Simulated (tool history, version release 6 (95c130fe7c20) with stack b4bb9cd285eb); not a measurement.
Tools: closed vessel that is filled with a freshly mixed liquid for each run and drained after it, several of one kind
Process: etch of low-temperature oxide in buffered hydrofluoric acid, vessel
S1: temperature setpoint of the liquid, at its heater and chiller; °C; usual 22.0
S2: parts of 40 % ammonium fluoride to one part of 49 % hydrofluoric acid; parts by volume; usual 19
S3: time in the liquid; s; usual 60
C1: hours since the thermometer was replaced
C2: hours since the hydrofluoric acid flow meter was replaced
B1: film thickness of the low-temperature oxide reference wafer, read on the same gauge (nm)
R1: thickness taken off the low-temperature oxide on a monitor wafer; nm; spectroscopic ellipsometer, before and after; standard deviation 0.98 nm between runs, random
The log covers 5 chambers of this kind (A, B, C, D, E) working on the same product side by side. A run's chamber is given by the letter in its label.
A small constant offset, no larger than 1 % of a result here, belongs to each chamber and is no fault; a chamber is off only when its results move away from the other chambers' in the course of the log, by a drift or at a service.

{"run": "1A", "hour": 3.6, "S1": 22.0, "S2": 19, "S3": 60, "C1": 383.5, "C2": 228.0, "B1": 49.967, "R1": 111.56}
{"run": "2E", "hour": 8.6, "S1": 22.0, "S2": 19, "S3": 60, "C1": 2704.1, "C2": 1613.9, "B1": 49.976, "R1": 112.4}
{"run": "3B", "hour": 13.8, "S1": 22.0, "S2": 19, "S3": 60, "C1": 201.2, "C2": 253.2, "B1": 49.999, "R1": 113.91}
{"run": "4C", "hour": 20.0, "S1": 22.0, "S2": 19, "S3": 60, "C1": 1141.2, "C2": 281.6, "B1": 49.993, "R1": 111.95}
{"run": "5D", "hour": 27.7, "S1": 22.0, "S2": 19, "S3": 60, "C1": 181.8, "C2": 832.4, "B1": 50.04, "R1": 111.53}
{"run": "6B", "hour": 34.5, "S1": 22.0, "S2": 19, "S3": 60, "C1": 221.9, "C2": 273.9, "B1": 50.01, "R1": 112.4}
{"run": "7C", "hour": 39.4, "S1": 22.0, "S2": 19, "S3": 60, "C1": 1160.6, "C2": 301.0, "B1": 50.015, "R1": 112.66}
{"run": "8E", "hour": 46.9, "S1": 22.0, "S2": 19, "S3": 60, "C1": 2742.4, "C2": 1652.2, "B1": 49.994, "R1": 112.39}
{"run": "9A", "hour": 50.5, "S1": 22.0, "S2": 19, "S3": 60, "C1": 430.4, "C2": 274.9, "B1": 50.041, "R1": 114.0}
{"run": "10D", "hour": 57.8, "S1": 22.0, "S2": 19, "S3": 60, "C1": 211.9, "C2": 862.5, "B1": 49.974, "R1": 112.83}
{"run": "11E", "hour": 62.5, "S1": 22.0, "S2": 19, "S3": 60, "C1": 2758.0, "C2": 1667.8, "B1": 49.915, "R1": 112.57}
{"run": "12B", "hour": 66.7, "S1": 26.0, "S2": 19, "S3": 75, "C1": 254.1, "C2": 306.1, "B1": 49.943, "R1": 175.81}
{"run": "13D", "hour": 70.4, "S1": 26.0, "S2": 19, "S3": 75, "C1": 224.5, "C2": 875.1, "B1": 50.002, "R1": 175.03}
{"run": "14C", "hour": 76.1, "S1": 26.0, "S2": 19, "S3": 75, "C1": 1197.3, "C2": 337.7, "B1": 50.037, "R1": 177.1}
{"run": "15A", "hour": 79.6, "S1": 26.0, "S2": 19, "S3": 75, "C1": 459.5, "C2": 304.0, "B1": 50.015, "R1": 175.41}
{"run": "16A", "hour": 84.9, "S1": 26.0, "S2": 19, "S3": 75, "C1": 464.8, "C2": 309.3, "B1": 50.02, "R1": 174.32}
{"run": "17B", "hour": 91.0, "S1": 22.0, "S2": 19, "S3": 60, "C1": 278.4, "C2": 330.4, "B1": 49.971, "R1": 111.17}
{"run": "18C", "hour": 95.5, "S1": 22.0, "S2": 19, "S3": 60, "C1": 1216.7, "C2": 357.1, "B1": 50.025, "R1": 113.52}
{"run": "19D", "hour": 102.3, "S1": 22.0, "S2": 19, "S3": 90, "C1": 256.4, "C2": 907.0, "B1": 49.98, "R1": 168.89}
{"run": "20E", "hour": 108.7, "S1": 22.0, "S2": 19, "S3": 90, "C1": 2804.2, "C2": 1714.0, "B1": 50.019, "R1": 169.12}
{"run": "21D", "hour": 114.6, "S1": 22.0, "S2": 19, "S3": 90, "C1": 268.7, "C2": 919.3, "B1": 50.002, "R1": 165.6}
{"run": "22B", "hour": 121.6, "S1": 22.0, "S2": 19, "S3": 90, "C1": 309.0, "C2": 361.0, "B1": 50.006, "R1": 170.02}
{"run": "23E", "hour": 128.9, "S1": 22.0, "S2": 19, "S3": 90, "C1": 2824.4, "C2": 1734.2, "B1": 50.003, "R1": 169.94}
{"run": "24C", "hour": 132.4, "S1": 22.0, "S2": 19, "S3": 60, "C1": 1253.6, "C2": 394.0, "B1": 49.97, "R1": 114.32}
{"run": "25A", "hour": 136.8, "S1": 22.0, "S2": 19, "S3": 60, "C1": 516.7, "C2": 361.2, "B1": 49.996, "R1": 112.97}
{"hour": 142.3, "done": "chamber E: thermometer replaced"}
{"run": "26D", "hour": 144.6, "S1": 22.0, "S2": 19, "S3": 60, "C1": 298.7, "C2": 949.3, "B1": 49.999, "R1": 109.5}
{"run": "27B", "hour": 151.4, "S1": 22.0, "S2": 19, "S3": 60, "C1": 338.8, "C2": 390.8, "B1": 49.979, "R1": 113.13}
{"run": "28C", "hour": 157.0, "S1": 22.0, "S2": 19, "S3": 60, "C1": 1278.2, "C2": 418.6, "B1": 50.002, "R1": 113.74}
{"hour": 160.4, "done": "chamber B: hydrofluoric acid flow meter replaced"}
{"run": "29E", "hour": 161.8, "S1": 18.0, "S2": 16, "S3": 60, "C1": 19.6, "C2": 1767.1, "B1": 49.992, "R1": 105.17}
{"run": "30A", "hour": 168.2, "S1": 18.0, "S2": 16, "S3": 60, "C1": 548.1, "C2": 392.6, "B1": 49.956, "R1": 106.65}
{"run": "31E", "hour": 172.5, "S1": 18.0, "S2": 16, "S3": 60, "C1": 30.3, "C2": 1777.8, "B1": 50.022, "R1": 107.13}
{"run": "32A", "hour": 177.6, "S1": 18.0, "S2": 16, "S3": 60, "C1": 557.5, "C2": 402.0, "B1": 49.983, "R1": 103.67}
{"run": "33B", "hour": 184.9, "S1": 18.0, "S2": 16, "S3": 60, "C1": 372.3, "C2": 24.6, "B1": 49.934, "R1": 107.21}
{"run": "34C", "hour": 190.6, "S1": 22.0, "S2": 19, "S3": 60, "C1": 1311.8, "C2": 452.2, "B1": 50.039, "R1": 112.01}
{"run": "35D", "hour": 196.5, "S1": 22.0, "S2": 19, "S3": 60, "C1": 350.6, "C2": 1001.2, "B1": 50.032, "R1": 111.6}
{"run": "36B", "hour": 201.1, "S1": 17.5, "S2": 19, "S3": 40, "C1": 388.5, "C2": 40.8, "B1": 49.981, "R1": 58.513}
{"run": "37A", "hour": 207.2, "S1": 17.5, "S2": 19, "S3": 40, "C1": 587.1, "C2": 431.6, "B1": 50.024, "R1": 57.257}
{"run": "38D", "hour": 213.6, "S1": 17.5, "S2": 19, "S3": 40, "C1": 367.7, "C2": 1018.3, "B1": 49.989, "R1": 57.17}

One chamber off, gauge drift, or nothing amiss beyond the chambers' own small offsets? If it is a chamber, which one, and what is the likeliest cause?

All chambers stay in line apart from their small fixed offsets, and the gauge does not drift.

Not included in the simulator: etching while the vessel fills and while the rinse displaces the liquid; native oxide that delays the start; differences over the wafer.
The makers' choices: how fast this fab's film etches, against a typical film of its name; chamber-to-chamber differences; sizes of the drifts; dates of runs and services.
